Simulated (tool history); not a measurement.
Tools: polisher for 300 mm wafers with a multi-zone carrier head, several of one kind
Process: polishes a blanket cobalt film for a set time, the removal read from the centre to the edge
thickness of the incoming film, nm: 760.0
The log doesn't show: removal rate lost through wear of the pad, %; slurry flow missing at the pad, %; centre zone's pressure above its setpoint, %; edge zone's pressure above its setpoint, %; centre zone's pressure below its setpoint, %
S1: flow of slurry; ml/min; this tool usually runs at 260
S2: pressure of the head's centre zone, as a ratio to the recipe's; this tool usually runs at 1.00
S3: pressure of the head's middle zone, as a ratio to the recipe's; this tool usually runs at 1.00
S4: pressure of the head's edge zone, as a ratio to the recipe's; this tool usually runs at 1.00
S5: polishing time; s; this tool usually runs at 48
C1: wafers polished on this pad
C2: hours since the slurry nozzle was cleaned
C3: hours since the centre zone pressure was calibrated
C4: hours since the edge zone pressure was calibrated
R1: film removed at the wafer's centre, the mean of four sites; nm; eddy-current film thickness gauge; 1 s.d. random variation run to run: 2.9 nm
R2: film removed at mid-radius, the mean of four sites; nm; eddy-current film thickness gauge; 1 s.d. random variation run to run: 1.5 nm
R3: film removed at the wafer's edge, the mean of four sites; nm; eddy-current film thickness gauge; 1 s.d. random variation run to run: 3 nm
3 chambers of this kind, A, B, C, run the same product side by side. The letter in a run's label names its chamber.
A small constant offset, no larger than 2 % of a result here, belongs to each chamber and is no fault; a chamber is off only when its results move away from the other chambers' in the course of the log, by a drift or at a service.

| run | hour | S1 | S2 | S3 | S4 | S5 | C1 | C2 | C3 | C4 | R1 | R2 | R3 |
|---|---|---|---|---|---|---|---|---|---|---|---|---|---|
| 1C | 7.6 | 260 | 1.00 | 1.00 | 1.00 | 48 | 620 | 473.7 | 303.1 | 1062.5 | 236.06 | 229.40 | 233.65 |
| 2A | 15.0 | 260 | 1.00 | 1.00 | 1.00 | 48 | 107 | 383.7 | 164.9 | 125.3 | 235.14 | 230.19 | 237.20 |
| 3B | 18.5 | 260 | 1.00 | 1.00 | 1.00 | 48 | 283 | 341.0 | 671.4 | 941.4 | 232.67 | 228.11 | 233.61 |
| 4C | 25.8 | 260 | 1.00 | 1.00 | 1.00 | 48 | 745 | 491.9 | 321.3 | 1080.7 | 226.33 | 230.09 | 233.22 |
|  | 27.6 | chamber B: slurry nozzle cleaned |
| 5B | 30.4 | 260 | 1.00 | 1.00 | 1.00 | 48 | 365 | 2.8 | 683.3 | 953.3 | 234.58 | 227.89 | 232.21 |
| 6A | 35.6 | 260 | 1.00 | 1.00 | 1.00 | 48 | 248 | 404.3 | 185.5 | 145.9 | 228.52 | 229.90 | 228.43 |
| 7C | 43.6 | 260 | 1.00 | 1.00 | 1.00 | 48 | 867 | 509.7 | 339.1 | 1098.5 | 228.55 | 229.95 | 231.18 |
| 8A | 49.8 | 260 | 1.00 | 1.00 | 1.00 | 48 | 346 | 418.5 | 199.7 | 160.1 | 231.54 | 228.49 | 230.08 |
| 9B | 56.7 | 260 | 1.00 | 1.00 | 1.00 | 48 | 545 | 29.1 | 709.6 | 979.6 | 231.15 | 232.39 | 232.40 |
| 10A | 62.6 | 260 | 1.00 | 1.00 | 1.00 | 48 | 433 | 431.3 | 212.5 | 172.9 | 224.07 | 227.11 | 232.32 |
|  | 69.5 | chamber C: centre zone pressure recalibrated |
| 11B | 70.3 | 260 | 1.00 | 1.00 | 1.00 | 48 | 639 | 42.7 | 723.2 | 993.2 | 231.72 | 230.25 | 234.33 |
| 12C | 74.3 | 260 | 1.00 | 1.00 | 1.00 | 48 | 1077 | 540.4 | 4.9 | 1129.2 | 234.00 | 231.66 | 233.91 |
| 13C | 82.2 | 260 | 0.96 | 1.00 | 1.00 | 37 | 1131 | 548.3 | 12.8 | 1137.1 | 170.21 | 178.60 | 179.93 |
|  | 85.9 | chamber B: worn pad replaced by a new one |
| 14A | 86.7 | 260 | 0.96 | 1.00 | 1.00 | 37 | 599 | 455.4 | 236.6 | 197.0 | 166.16 | 176.57 | 178.17 |
|  | 86.9 | chamber C: slurry nozzle cleaned |
| 15B | 92.7 | 260 | 0.96 | 1.00 | 1.00 | 37 | 47 | 65.1 | 745.6 | 1015.6 | 172.88 | 176.90 | 179.82 |
|  | 97.9 | chamber A: worn pad replaced by a new one |
| 16B | 99.8 | 260 | 1.00 | 1.00 | 0.92 | 48 | 95 | 72.2 | 752.7 | 1022.7 | 233.79 | 230.10 | 228.40 |
| 17A | 106.1 | 260 | 1.00 | 1.00 | 0.92 | 48 | 56 | 474.8 | 256.0 | 216.4 | 228.86 | 228.05 | 219.01 |
| 18C | 111.0 | 260 | 1.00 | 1.00 | 0.92 | 48 | 1329 | 24.2 | 41.6 | 1165.9 | 229.95 | 229.02 | 218.78 |
| 19B | 115.1 | 260 | 1.00 | 1.00 | 1.00 | 48 | 200 | 87.5 | 768.0 | 1038.0 | 233.66 | 230.58 | 236.95 |
| 20C | 121.9 | 260 | 1.00 | 1.00 | 1.00 | 48 | 1404 | 35.1 | 52.5 | 1176.8 | 226.62 | 229.30 | 230.69 |
| 21A | 129.3 | 260 | 1.00 | 1.00 | 1.00 | 48 | 215 | 498.0 | 279.2 | 239.6 | 226.73 | 229.05 | 237.23 |
| 22A | 134.2 | 260 | 1.00 | 1.00 | 1.00 | 48 | 249 | 502.9 | 284.1 | 244.5 | 227.57 | 229.22 | 227.48 |
| 23B | 141.0 | 260 | 1.00 | 1.00 | 1.00 | 48 | 378 | 113.4 | 793.9 | 1063.9 | 230.94 | 226.95 | 237.91 |
| 24C | 144.7 | 260 | 1.00 | 1.00 | 1.00 | 48 | 1560 | 57.9 | 75.3 | 1199.6 | 221.42 | 226.28 | 228.82 |
| 25B | 149.8 | 260 | 1.00 | 1.00 | 1.00 | 48 | 438 | 122.2 | 802.7 | 1072.7 | 231.24 | 229.28 | 241.11 |
| 26A | 153.5 | 260 | 1.00 | 1.00 | 1.00 | 48 | 381 | 522.2 | 303.4 | 263.8 | 231.70 | 226.22 | 235.81 |
| 27C | 161.5 | 260 | 1.00 | 1.00 | 1.00 | 48 | 1675 | 74.7 | 92.1 | 1216.4 | 227.01 | 223.36 | 223.77 |
| 28B | 168.7 | 260 | 1.00 | 1.00 | 1.00 | 48 | 568 | 141.1 | 821.6 | 1091.6 | 232.61 | 229.22 | 234.09 |
| 29C | 176.1 | 260 | 1.00 | 1.00 | 1.00 | 48 | 1776 | 89.3 | 106.7 | 1231.0 | 224.60 | 220.25 | 221.93 |
|  | 180.5 | chamber A: worn pad replaced by a new one |
|  | 181.8 | chamber A: slurry nozzle cleaned |
| 30A | 184.0 | 260 | 1.00 | 1.00 | 1.00 | 48 | 24 | 2.2 | 333.9 | 294.3 | 233.38 | 229.54 | 236.23 |
| 31C | 189.1 | 260 | 1.00 | 1.00 | 1.00 | 48 | 1865 | 102.3 | 119.7 | 1244.0 | 221.54 | 216.28 | 217.54 |
| 32A | 194.2 | 260 | 1.00 | 1.00 | 1.00 | 48 | 93 | 12.4 | 344.1 | 304.5 | 230.96 | 229.53 | 238.89 |
| 33B | 200.4 | 260 | 1.00 | 1.05 | 1.00 | 48 | 785 | 172.8 | 853.3 | 1123.3 | 236.25 | 241.28 | 237.87 |
| 34C | 206.7 | 260 | 1.00 | 1.05 | 1.00 | 48 | 1985 | 119.9 | 137.3 | 1261.6 | 216.50 | 223.80 | 212.37 |
| 35A | 212.1 | 260 | 1.00 | 1.05 | 1.00 | 48 | 216 | 30.3 | 362.0 | 322.4 | 232.51 | 240.56 | 229.79 |
| 36B | 216.1 | 320 | 1.00 | 1.00 | 1.00 | 48 | 893 | 188.5 | 869.0 | 1139.0 | 239.19 | 233.16 | 235.52 |
| 37B | 222.1 | 320 | 1.00 | 1.00 | 1.00 | 48 | 934 | 194.5 | 875.0 | 1145.0 | 235.73 | 230.94 | 240.84 |
| 38A | 225.7 | 320 | 1.00 | 1.00 | 1.00 | 48 | 310 | 43.9 | 375.6 | 336.0 | 235.43 | 238.69 | 235.58 |
|  | 230.3 | chamber B: worn pad replaced by a new one |
| 39C | 232.7 | 260 | 1.00 | 1.00 | 1.00 | 48 | 2164 | 145.9 | 163.3 | 1287.6 | 207.75 | 211.06 | 212.58 |
|  | 234.6 | chamber A: edge zone pressure recalibrated |
| 40B | 237.3 | 260 | 1.00 | 1.00 | 1.00 | 48 | 48 | 209.7 | 890.2 | 1160.2 | 231.57 | 229.12 | 232.70 |
| 41C | 244.0 | 260 | 1.00 | 1.00 | 1.00 | 48 | 2241 | 157.2 | 174.6 | 1298.9 | 210.42 | 208.63 | 212.49 |
| 42A | 249.2 | 260 | 1.00 | 1.00 | 1.00 | 48 | 471 | 67.4 | 399.1 | 14.6 | 231.85 | 226.87 | 232.68 |
| 43B | 253.7 | 260 | 1.00 | 1.00 | 1.00 | 48 | 160 | 226.1 | 906.6 | 1176.6 | 233.53 | 230.45 | 236.33 |

Next, every chamber runs the same settings. What will each give?
| 44A | 259.5 | 260 | 1.00 | 1.00 | 1.00 | 48 |  |  |  |  | ? | ? | ? |
| 44B | 259.5 | 260 | 1.00 | 1.00 | 1.00 | 48 |  |  |  |  | ? | ? | ? |
| 44C | 259.5 | 260 | 1.00 | 1.00 | 1.00 | 48 |  |  |  |  | ? | ? | ? |

| run | R1 | R2 | R3 |
|---|---|---|---|
| 44A | 231.01 | 230.73 | 232.39 |
| 44B | 230.20 | 228.25 | 235.65 |
| 44C | 202.76 | 205.16 | 207.61 |

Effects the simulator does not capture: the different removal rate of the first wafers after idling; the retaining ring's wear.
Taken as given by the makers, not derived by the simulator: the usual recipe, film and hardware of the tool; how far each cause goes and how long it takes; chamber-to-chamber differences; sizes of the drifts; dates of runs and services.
